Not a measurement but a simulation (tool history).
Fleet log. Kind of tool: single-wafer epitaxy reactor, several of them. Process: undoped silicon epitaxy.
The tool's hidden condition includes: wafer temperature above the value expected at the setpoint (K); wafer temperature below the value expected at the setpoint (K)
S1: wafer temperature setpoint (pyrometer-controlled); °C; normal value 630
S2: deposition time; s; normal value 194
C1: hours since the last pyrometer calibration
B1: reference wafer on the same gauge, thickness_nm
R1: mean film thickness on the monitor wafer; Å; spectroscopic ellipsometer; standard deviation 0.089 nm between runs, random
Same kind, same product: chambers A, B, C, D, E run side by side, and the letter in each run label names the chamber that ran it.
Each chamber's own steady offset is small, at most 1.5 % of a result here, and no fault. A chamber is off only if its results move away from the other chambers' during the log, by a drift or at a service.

run   hour   S1   S2      C1      B1      R1
 1D    4.3  630  194   538.7  18.814  208.36
       5.8  -- chamber C: pyrometer calibrated
 2B      8  630  194    1511    18.8  207.13
 3C   11.5  630  194     5.7  18.788  209.56
 4A   16.1  630  194  1308.3  18.792  204.84
 5E   19.1  630  194   213.4  18.787  209.08
 6D   22.4  630  194   556.8  18.823  207.71
 7C   28.9  630  194    23.1   18.81  210.67
 8E   32.5  630  194   226.8  18.806  209.75
 9A   37.4  630  194  1329.6   18.82  204.62
10B     44  630  194    1547    18.8  206.88
11A     49  630  194  1341.2  18.797  206.88
12C   53.8  630  194      48  18.803  209.74
13B   58.2  630  194  1561.2    18.8  209.06
14E   64.4  624  228   258.7  18.799  212.91
15D   70.5  624  228   604.9  18.813  212.39
16A   75.5  624  228  1367.7  18.773  212.78
      76.8  -- chamber B: pyrometer calibrated
17D   80.5  624  228   614.9  18.804  211.45
18B   86.1  624  228     9.3  18.782  202.51
19E   91.7  630  194     286   18.81   209.1
20C   94.7  630  194    88.9  18.801  210.99
21D   98.3  642  217   632.7  18.808  303.82
22A  103.5  642  217  1395.7   18.78  305.49
23C  110.1  642  217   104.3  18.817  306.53
24E  116.3  642  217   310.6    18.8  306.78
     116.4  -- chamber A: pyrometer calibrated
25B  122.5  642  217    45.7   18.82  288.38
26D  126.2  630  194   660.6  18.784  205.67
27B  132.4  630  194    55.6  18.799  196.92
28E  137.4  645  194   331.7  18.801  293.33
29C  141.7  645  194   135.9  18.795  293.14
30A  148.3  645  194    31.9  18.793  291.01
31E  154.6  645  194   348.9   18.77  292.44
32A  161.4  645  194      45  18.805  288.47

All 5 chambers run these settings next. Forecast each chamber's results:
33A  166.3  624  194           ?
33B  166.3  624  194           ?
33C  166.3  624  194           ?
33D  166.3  624  194           ?
33E  166.3  624  194           ?

run      R1
33A  181.08
33B  171.38
33C  182.34
33D  182.12
33E  182.29

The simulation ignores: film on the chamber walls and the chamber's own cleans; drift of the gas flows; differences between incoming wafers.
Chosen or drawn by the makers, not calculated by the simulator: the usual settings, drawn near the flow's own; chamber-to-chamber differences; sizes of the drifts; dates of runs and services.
